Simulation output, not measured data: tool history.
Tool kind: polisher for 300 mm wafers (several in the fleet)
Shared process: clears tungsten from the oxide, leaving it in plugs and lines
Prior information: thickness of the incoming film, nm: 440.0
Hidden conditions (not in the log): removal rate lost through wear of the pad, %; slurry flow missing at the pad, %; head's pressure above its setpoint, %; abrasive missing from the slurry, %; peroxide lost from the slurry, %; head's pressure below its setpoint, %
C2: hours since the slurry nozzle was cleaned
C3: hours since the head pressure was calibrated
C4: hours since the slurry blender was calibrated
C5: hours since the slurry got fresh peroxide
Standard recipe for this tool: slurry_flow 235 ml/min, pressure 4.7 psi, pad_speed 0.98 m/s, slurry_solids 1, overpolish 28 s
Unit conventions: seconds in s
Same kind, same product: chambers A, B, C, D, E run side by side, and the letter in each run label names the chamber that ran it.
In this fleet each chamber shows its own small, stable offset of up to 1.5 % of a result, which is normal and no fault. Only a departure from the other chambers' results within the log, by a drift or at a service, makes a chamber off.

-- day=0.033 chamber C: worn pad replaced by a new one
-- day=0.175 chamber A: slurry tank refilled with fresh slurry and peroxide
run 1A day=0.479 | slurry_flow=235 pressure=4.7 pad_speed=0.98 slurry_solids=1 overpolish=28 | wafers_polished_on_this_pad=358 C2=216.9 C3=1149.7 C4=199.4 C5=7.4 | seconds=68.794
-- day=0.546 chamber D: slurry tank refilled with fresh slurry and peroxide
-- day=0.617 chamber D: worn pad replaced by a new one
run 2C day=0.862 | slurry_flow=235 pressure=4.7 pad_speed=0.98 slurry_solids=1 overpolish=28 | wafers_polished_on_this_pad=197 C2=76.9 C3=296.9 C4=240.4 C5=105.5 | seconds=69.668
run 3E day=1.271 | slurry_flow=235 pressure=4.7 pad_speed=0.98 slurry_solids=1 overpolish=28 | wafers_polished_on_this_pad=932 C2=292.7 C3=655.4 C4=323.3 C5=31.8 | seconds=68.785
run 4D day=1.562 | slurry_flow=235 pressure=4.7 pad_speed=0.98 slurry_solids=1 overpolish=28 | wafers_polished_on_this_pad=224 C2=657.2 C3=158.9 C4=270.7 C5=24.4 | seconds=68.533
-- day=1.612 chamber B: slurry tank refilled with fresh slurry and peroxide
-- day=1.904 chamber E: slurry blender recalibrated
run 5B day=1.983 | slurry_flow=235 pressure=4.7 pad_speed=0.98 slurry_solids=1 overpolish=28 | wafers_polished_on_this_pad=917 C2=88.6 C3=263.0 C4=262.8 C5=9.0 | seconds=69.613
-- day=2.221 chamber C: slurry tank refilled with fresh slurry and peroxide
run 6D day=2.529 | slurry_flow=235 pressure=4.7 pad_speed=0.98 slurry_solids=1 overpolish=28 | wafers_polished_on_this_pad=454 C2=680.4 C3=182.1 C4=293.9 C5=47.6 | seconds=69.198
-- day=2.725 chamber C: slurry blender recalibrated
-- day=2.771 chamber B: slurry blender recalibrated
run 7C day=3.146 | slurry_flow=235 pressure=4.7 pad_speed=0.98 slurry_solids=1 overpolish=28 | wafers_polished_on_this_pad=739 C2=131.7 C3=351.7 C4=10.1 C5=22.3 | seconds=69.658
-- day=3.171 chamber A: worn pad replaced by a new one
run 8B day=3.462 | slurry_flow=235 pressure=4.7 pad_speed=0.98 slurry_solids=1 overpolish=28 | wafers_polished_on_this_pad=1268 C2=124.1 C3=298.5 C4=16.7 C5=44.5 | seconds=69.371
-- day=3.617 chamber C: worn pad replaced by a new one
run 9E day=3.883 | slurry_flow=235 pressure=4.7 pad_speed=0.98 slurry_solids=1 overpolish=28 | wafers_polished_on_this_pad=1552 C2=355.4 C3=718.1 C4=47.6 C5=94.5 | seconds=69.545
-- day=4.112 chamber E: worn pad replaced by a new one
-- day=4.129 chamber A: slurry tank refilled with fresh slurry and peroxide
run 10A day=4.458 | slurry_flow=235 pressure=4.7 pad_speed=0.98 slurry_solids=1 overpolish=28 | wafers_polished_on_this_pad=306 C2=312.4 C3=1245.2 C4=294.9 C5=8.0 | seconds=68.928
run 11C day=4.942 | slurry_flow=235 pressure=4.7 pad_speed=1.26 slurry_solids=1 overpolish=28 | wafers_polished_on_this_pad=314 C2=174.8 C3=394.8 C4=53.2 C5=65.4 | seconds=54.047
-- day=5.150 chamber E: slurry tank refilled with fresh slurry and peroxide
-- day=5.300 chamber D: worn pad replaced by a new one
run 12A day=5.575 | slurry_flow=235 pressure=4.7 pad_speed=1.26 slurry_solids=1 overpolish=28 | wafers_polished_on_this_pad=571 C2=339.2 C3=1272.0 C4=321.7 C5=34.8 | seconds=53.228
-- day=5.846 chamber D: slurry tank refilled with fresh slurry and peroxide
-- day=5.917 chamber B: slurry tank refilled with fresh slurry and peroxide
-- day=6.062 chamber E: head pressure recalibrated
run 13D day=6.179 | slurry_flow=235 pressure=4.7 pad_speed=1.26 slurry_solids=1 overpolish=28 | wafers_polished_on_this_pad=208 C2=768.0 C3=269.7 C4=381.5 C5=8.0 | seconds=54.096
run 14E day=6.775 | slurry_flow=235 pressure=4.7 pad_speed=1.26 slurry_solids=1 overpolish=28 | wafers_polished_on_this_pad=632 C2=424.8 C3=17.1 C4=117.0 C5=39.0 | seconds=54.361
-- day=6.854 chamber D: slurry blender recalibrated
-- day=6.921 chamber C: slurry tank refilled with fresh slurry and peroxide
run 15B day=7.083 | slurry_flow=235 pressure=4.7 pad_speed=1.26 slurry_solids=1 overpolish=28 | wafers_polished_on_this_pad=2128 C2=211.0 C3=385.4 C4=103.6 C5=28.1 | seconds=52.920
run 16A day=7.667 | slurry_flow=235 pressure=4.7 pad_speed=0.98 slurry_solids=1 overpolish=28 | wafers_polished_on_this_pad=1068 C2=389.4 C3=1322.2 C4=371.9 C5=85.0 | seconds=69.439
-- day=7.888 chamber A: worn pad replaced by a new one
-- day=8.154 chamber C: worn pad replaced by a new one
run 17C day=8.167 | slurry_flow=170 pressure=4.7 pad_speed=0.98 slurry_solids=1 overpolish=28 | wafers_polished_on_this_pad=3 C2=252.2 C3=472.2 C4=130.6 C5=29.9 | seconds=72.652
-- day=8.388 chamber A: slurry blender recalibrated
run 18D day=8.600 | slurry_flow=170 pressure=4.7 pad_speed=0.98 slurry_solids=1 overpolish=28 | wafers_polished_on_this_pad=783 C2=826.1 C3=327.8 C4=42.0 C5=66.1 | seconds=72.401
-- day=8.871 chamber A: slurry tank refilled with fresh slurry and peroxide
run 19B day=9.112 | slurry_flow=170 pressure=4.7 pad_speed=0.98 slurry_solids=1 overpolish=28 | wafers_polished_on_this_pad=2610 C2=259.7 C3=434.1 C4=152.3 C5=76.8 | seconds=71.773
run 20E day=9.562 | slurry_flow=170 pressure=4.7 pad_speed=0.98 slurry_solids=1 overpolish=28 | wafers_polished_on_this_pad=1294 C2=491.7 C3=84.0 C4=183.9 C5=105.9 | seconds=73.196
-- day=9.829 chamber D: worn pad replaced by a new one
run 21D day=10.112 | slurry_flow=170 pressure=4.7 pad_speed=0.98 slurry_solids=1 overpolish=28 | wafers_polished_on_this_pad=67 C2=862.4 C3=364.1 C4=78.3 C5=102.4 | seconds=72.771
-- day=10.154 chamber B: slurry nozzle cleaned
-- day=10.279 chamber E: worn pad replaced by a new one
-- day=10.308 chamber E: slurry tank refilled with fresh slurry and peroxide
-- day=10.371 chamber D: head pressure recalibrated
-- day=10.429 chamber D: slurry tank refilled with fresh slurry and peroxide
-- day=10.629 chamber D: slurry nozzle cleaned
run 22E day=10.708 | slurry_flow=235 pressure=4.7 pad_speed=0.98 slurry_solids=1 overpolish=28 | wafers_polished_on_this_pad=102 C2=519.2 C3=111.5 C4=211.4 C5=9.7 | seconds=68.950
-- day=11.038 chamber B: slurry tank refilled with fresh slurry and peroxide
run 23B day=11.258 | slurry_flow=235 pressure=4.7 pad_speed=0.98 slurry_solids=1 overpolish=28 | wafers_polished_on_this_pad=3120 C2=26.6 C3=485.6 C4=203.8 C5=5.3 | seconds=70.736
-- day=11.562 chamber A: head pressure recalibrated
-- day=11.621 chamber A: worn pad replaced by a new one
-- day=11.738 chamber C: slurry tank refilled with fresh slurry and peroxide
run 24A day=11.750 | slurry_flow=235 pressure=4.7 pad_speed=0.98 slurry_solids=1 overpolish=28 | wafers_polished_on_this_pad=31 C2=487.4 C3=4.5 C4=80.7 C5=69.1 | seconds=68.611
run 25C day=12.379 | slurry_flow=235 pressure=4.7 pad_speed=0.98 slurry_solids=1 overpolish=28 | wafers_polished_on_this_pad=1003 C2=353.3 C3=573.3 C4=231.7 C5=15.4 | seconds=70.120
run 26D day=12.808 | slurry_flow=235 pressure=4.7 pad_speed=0.98 slurry_solids=1 overpolish=28 | wafers_polished_on_this_pad=707 C2=52.4 C3=58.5 C4=143.0 C5=57.1 | seconds=69.023
-- day=12.896 chamber C: worn pad replaced by a new one
-- day=13.138 chamber E: slurry blender recalibrated
-- day=13.158 chamber A: slurry tank refilled with fresh slurry and peroxide
run 27C day=13.408 | slurry_flow=235 pressure=4.7 pad_speed=0.98 slurry_solids=1 overpolish=28 | wafers_polished_on_this_pad=122 C2=378.0 C3=598.0 C4=256.4 C5=40.1 | seconds=69.846
-- day=13.421 chamber D: worn pad replaced by a new one
-- day=13.792 chamber C: slurry blender recalibrated
run 28B day=13.808 | slurry_flow=235 pressure=4.7 pad_speed=0.98 slurry_solids=1 overpolish=28 | wafers_polished_on_this_pad=3726 C2=87.8 C3=546.8 C4=265.0 C5=66.5 | seconds=71.869
run 29A day=14.262 | slurry_flow=235 pressure=4.7 pad_speed=0.98 slurry_solids=1 overpolish=28 | wafers_polished_on_this_pad=628 C2=547.7 C3=64.8 C4=141.0 C5=26.5 | seconds=70.085
-- day=14.554 chamber D: slurry tank refilled with fresh slurry and peroxide
run 30E day=14.596 | slurry_flow=235 pressure=4.7 pad_speed=0.98 slurry_solids=1 overpolish=28 | wafers_polished_on_this_pad=1025 C2=612.5 C3=204.8 C4=35.1 C5=103.0 | seconds=67.586
-- day=14.646 chamber B: slurry blender recalibrated
-- day=14.671 chamber C: head pressure recalibrated
run 31A day=14.983 | slurry_flow=235 pressure=4.7 pad_speed=0.98 slurry_solids=1 overpolish=28 | wafers_polished_on_this_pad=799 C2=565.0 C3=82.1 C4=158.3 C5=43.8 | seconds=69.012
-- day=15.062 chamber B: slurry tank refilled with fresh slurry and peroxide
run 32C day=15.271 | slurry_flow=235 pressure=4.7 pad_speed=0.98 slurry_solids=1 overpolish=28 | wafers_polished_on_this_pad=564 C2=422.7 C3=14.4 C4=35.6 C5=84.8 | seconds=69.435
-- day=15.354 chamber A: worn pad replaced by a new one
-- day=15.825 chamber E: worn pad replaced by a new one
run 33E day=15.862 | slurry_flow=235 pressure=4.7 pad_speed=0.98 slurry_solids=1 overpolish=28 | wafers_polished_on_this_pad=8 C2=642.9 C3=235.2 C4=65.5 C5=133.4 | seconds=69.968
-- day=16.000 chamber E: slurry tank refilled with fresh slurry and peroxide
run 34D day=16.179 | slurry_flow=235 pressure=4.7 pad_speed=0.98 slurry_solids=1 overpolish=28 | wafers_polished_on_this_pad=655 C2=133.3 C3=139.4 C4=223.9 C5=39.0 | seconds=68.637
run 35B day=16.612 | slurry_flow=235 pressure=4.7 pad_speed=0.98 slurry_solids=1 overpolish=43 | wafers_polished_on_this_pad=4392 C2=155.1 C3=614.1 C4=47.3 C5=37.3 | seconds=73.672
run 36B day=17.129 | slurry_flow=235 pressure=4.7 pad_speed=0.98 slurry_solids=1 overpolish=43 | wafers_polished_on_this_pad=4514 C2=167.5 C3=626.5 C4=59.7 C5=49.7 | seconds=73.659
-- day=17.367 chamber C: worn pad replaced by a new one
run 37A day=17.417 | slurry_flow=235 pressure=4.7 pad_speed=0.98 slurry_solids=1 overpolish=43 | wafers_polished_on_this_pad=490 C2=623.4 C3=140.5 C4=216.7 C5=102.2 | seconds=70.101
-- day=17.500 chamber C: slurry tank refilled with fresh slurry and peroxide
-- day=17.567 chamber A: slurry tank refilled with fresh slurry and peroxide
-- day=17.600 chamber D: worn pad replaced by a new one
run 38E day=17.767 | slurry_flow=235 pressure=4.7 pad_speed=0.98 slurry_solids=1 overpolish=43 | wafers_polished_on_this_pad=461 C2=688.6 C3=280.9 C4=111.2 C5=42.5 | seconds=70.233
run 39D day=18.333 | slurry_flow=235 pressure=4.7 pad_speed=0.98 slurry_solids=1 overpolish=43 | wafers_polished_on_this_pad=174 C2=185.0 C3=191.1 C4=275.6 C5=90.7 | seconds=67.386
run 40C day=18.842 | slurry_flow=235 pressure=4.7 pad_speed=0.98 slurry_solids=1 overpolish=28 | wafers_polished_on_this_pad=350 C2=508.4 C3=100.1 C4=121.3 C5=32.3 | seconds=69.099
-- day=18.908 chamber D: slurry tank refilled with fresh slurry and peroxide
-- day=18.950 chamber A: worn pad replaced by a new one
run 41C day=19.200 | slurry_flow=235 pressure=4.7 pad_speed=0.98 slurry_solids=1 overpolish=28 | wafers_polished_on_this_pad=435 C2=517.0 C3=108.7 C4=129.9 C5=40.9 | seconds=69.871
run 42A day=19.642 | slurry_flow=235 pressure=4.7 pad_speed=0.98 slurry_solids=1 overpolish=28 | wafers_polished_on_this_pad=164 C2=676.8 C3=193.9 C4=270.1 C5=49.9 | seconds=68.933
run 43D day=20.250 | slurry_flow=235 pressure=4.7 pad_speed=0.98 slurry_solids=1 overpolish=28 | wafers_polished_on_this_pad=630 C2=231.0 C3=237.1 C4=321.6 C5=32.3 | seconds=67.778
-- day=20.638 chamber E: slurry tank refilled with fresh slurry and peroxide
run 44E day=20.825 | slurry_flow=235 pressure=4.7 pad_speed=0.98 slurry_solids=1 overpolish=28 | wafers_polished_on_this_pad=1187 C2=762.0 C3=354.3 C4=184.6 C5=4.6 | seconds=68.589

Next, all 5 chambers run the settings below, one line each with question marks for the results. What does each chamber give?
run 45A day=21.275 | slurry_flow=235 pressure=4.7 pad_speed=0.98 slurry_solids=1 overpolish=28 | seconds=?
run 45B day=21.275 | slurry_flow=235 pressure=4.7 pad_speed=0.98 slurry_solids=1 overpolish=28 | seconds=?
run 45C day=21.275 | slurry_flow=235 pressure=4.7 pad_speed=0.98 slurry_solids=1 overpolish=28 | seconds=?
run 45D day=21.275 | slurry_flow=235 pressure=4.7 pad_speed=0.98 slurry_solids=1 overpolish=28 | seconds=?
run 45E day=21.275 | slurry_flow=235 pressure=4.7 pad_speed=0.98 slurry_solids=1 overpolish=28 | seconds=?

run=45A seconds=68.634
run=45B seconds=76.386
run=45C seconds=70.004
run=45D seconds=68.557
run=45E seconds=68.858

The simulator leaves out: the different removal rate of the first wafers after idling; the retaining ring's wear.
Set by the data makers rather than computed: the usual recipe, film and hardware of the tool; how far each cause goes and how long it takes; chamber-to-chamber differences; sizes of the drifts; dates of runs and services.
